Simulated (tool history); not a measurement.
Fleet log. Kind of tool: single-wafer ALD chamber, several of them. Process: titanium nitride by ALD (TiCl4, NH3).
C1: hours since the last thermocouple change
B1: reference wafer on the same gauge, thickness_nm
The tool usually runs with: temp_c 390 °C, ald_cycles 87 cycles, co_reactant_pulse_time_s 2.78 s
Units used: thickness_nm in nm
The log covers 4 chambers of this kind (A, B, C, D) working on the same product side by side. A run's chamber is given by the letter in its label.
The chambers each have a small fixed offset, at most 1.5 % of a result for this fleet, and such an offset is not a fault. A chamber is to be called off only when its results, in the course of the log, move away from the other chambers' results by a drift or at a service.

{"run": "1D", "hour": 4.6, "temp_c": 390, "ald_cycles": 87, "co_reactant_pulse_time_s": 2.78, "C1": 151.9, "B1": 2.2895, "thickness_nm": 1.9538}
{"run": "2B", "hour": 9.0, "temp_c": 390, "ald_cycles": 87, "co_reactant_pulse_time_s": 2.78, "C1": 1952.3, "B1": 2.2923, "thickness_nm": 1.9457}
{"run": "3C", "hour": 18.3, "temp_c": 390, "ald_cycles": 87, "co_reactant_pulse_time_s": 2.78, "C1": 1222.7, "B1": 2.2905, "thickness_nm": 1.923}
{"run": "4A", "hour": 27.8, "temp_c": 390, "ald_cycles": 87, "co_reactant_pulse_time_s": 2.78, "C1": 1208.8, "B1": 2.288, "thickness_nm": 1.9261}
{"run": "5D", "hour": 35.0, "temp_c": 390, "ald_cycles": 87, "co_reactant_pulse_time_s": 2.78, "C1": 182.3, "B1": 2.2904, "thickness_nm": 1.9564}
{"run": "6C", "hour": 41.4, "temp_c": 390, "ald_cycles": 87, "co_reactant_pulse_time_s": 2.78, "C1": 1245.8, "B1": 2.2894, "thickness_nm": 1.9092}
{"run": "7A", "hour": 47.0, "temp_c": 390, "ald_cycles": 99, "co_reactant_pulse_time_s": 3.3, "C1": 1228, "B1": 2.2877, "thickness_nm": 2.2285}
{"run": "8B", "hour": 53.7, "temp_c": 390, "ald_cycles": 99, "co_reactant_pulse_time_s": 3.3, "C1": 1997, "B1": 2.2894, "thickness_nm": 2.2076}
{"run": "9D", "hour": 62.9, "temp_c": 390, "ald_cycles": 99, "co_reactant_pulse_time_s": 3.3, "C1": 210.2, "B1": 2.2898, "thickness_nm": 2.2198}
{"run": "10A", "hour": 67.3, "temp_c": 390, "ald_cycles": 99, "co_reactant_pulse_time_s": 3.3, "C1": 1248.3, "B1": 2.291, "thickness_nm": 2.2229}
{"run": "11C", "hour": 76.4, "temp_c": 390, "ald_cycles": 87, "co_reactant_pulse_time_s": 2.78, "C1": 1280.8, "B1": 2.2892, "thickness_nm": 1.917}
{"run": "12B", "hour": 83.5, "temp_c": 390, "ald_cycles": 87, "co_reactant_pulse_time_s": 2.78, "C1": 2026.8, "B1": 2.2897, "thickness_nm": 1.9282}
{"run": "13D", "hour": 92.3, "temp_c": 390, "ald_cycles": 87, "co_reactant_pulse_time_s": 2.78, "C1": 239.6, "B1": 2.2907, "thickness_nm": 1.9405}
{"run": "14B", "hour": 100.9, "temp_c": 390, "ald_cycles": 87, "co_reactant_pulse_time_s": 2.78, "C1": 2044.2, "B1": 2.2911, "thickness_nm": 1.9182}
{"run": "15A", "hour": 109.7, "temp_c": 390, "ald_cycles": 87, "co_reactant_pulse_time_s": 2.78, "C1": 1290.7, "B1": 2.2901, "thickness_nm": 1.9336}
{"run": "16C", "hour": 116.8, "temp_c": 390, "ald_cycles": 87, "co_reactant_pulse_time_s": 2.78, "C1": 1321.2, "B1": 2.2914, "thickness_nm": 1.9123}
{"run": "17C", "hour": 123.7, "temp_c": 390, "ald_cycles": 87, "co_reactant_pulse_time_s": 2.78, "C1": 1328.1, "B1": 2.2885, "thickness_nm": 1.9047}
{"run": "18A", "hour": 132.7, "temp_c": 390, "ald_cycles": 87, "co_reactant_pulse_time_s": 2.78, "C1": 1313.7, "B1": 2.2911, "thickness_nm": 1.929}
{"run": "19B", "hour": 136.9, "temp_c": 390, "ald_cycles": 87, "co_reactant_pulse_time_s": 2.78, "C1": 2080.2, "B1": 2.29, "thickness_nm": 1.9343}
{"run": "20D", "hour": 142.6, "temp_c": 390, "ald_cycles": 87, "co_reactant_pulse_time_s": 2.78, "C1": 289.9, "B1": 2.2899, "thickness_nm": 1.9537}
{"run": "21C", "hour": 148.9, "temp_c": 390, "ald_cycles": 87, "co_reactant_pulse_time_s": 2.78, "C1": 1353.3, "B1": 2.2912, "thickness_nm": 1.9192}
{"run": "22D", "hour": 155.3, "temp_c": 390, "ald_cycles": 87, "co_reactant_pulse_time_s": 2.78, "C1": 302.6, "B1": 2.2876, "thickness_nm": 1.9484}
{"run": "23A", "hour": 159.5, "temp_c": 390, "ald_cycles": 77, "co_reactant_pulse_time_s": 2.78, "C1": 1340.5, "B1": 2.2885, "thickness_nm": 1.713}
{"run": "24B", "hour": 168.4, "temp_c": 390, "ald_cycles": 77, "co_reactant_pulse_time_s": 2.78, "C1": 2111.7, "B1": 2.2914, "thickness_nm": 1.7085}
{"run": "25A", "hour": 172.9, "temp_c": 390, "ald_cycles": 77, "co_reactant_pulse_time_s": 2.78, "C1": 1353.9, "B1": 2.2895, "thickness_nm": 1.7051}

All chambers now run identical settings, listed one chamber a line with results as question marks. What results will each chamber show?
{"run": "26A", "hour": 179.8, "temp_c": 390, "ald_cycles": 87, "co_reactant_pulse_time_s": 2.78, "thickness_nm": "?"}
{"run": "26B", "hour": 179.8, "temp_c": 390, "ald_cycles": 87, "co_reactant_pulse_time_s": 2.78, "thickness_nm": "?"}
{"run": "26C", "hour": 179.8, "temp_c": 390, "ald_cycles": 87, "co_reactant_pulse_time_s": 2.78, "thickness_nm": "?"}
{"run": "26D", "hour": 179.8, "temp_c": 390, "ald_cycles": 87, "co_reactant_pulse_time_s": 2.78, "thickness_nm": "?"}

run=26A thickness_nm=1.9339
run=26B thickness_nm=1.926
run=26C thickness_nm=1.919
run=26D thickness_nm=1.9436
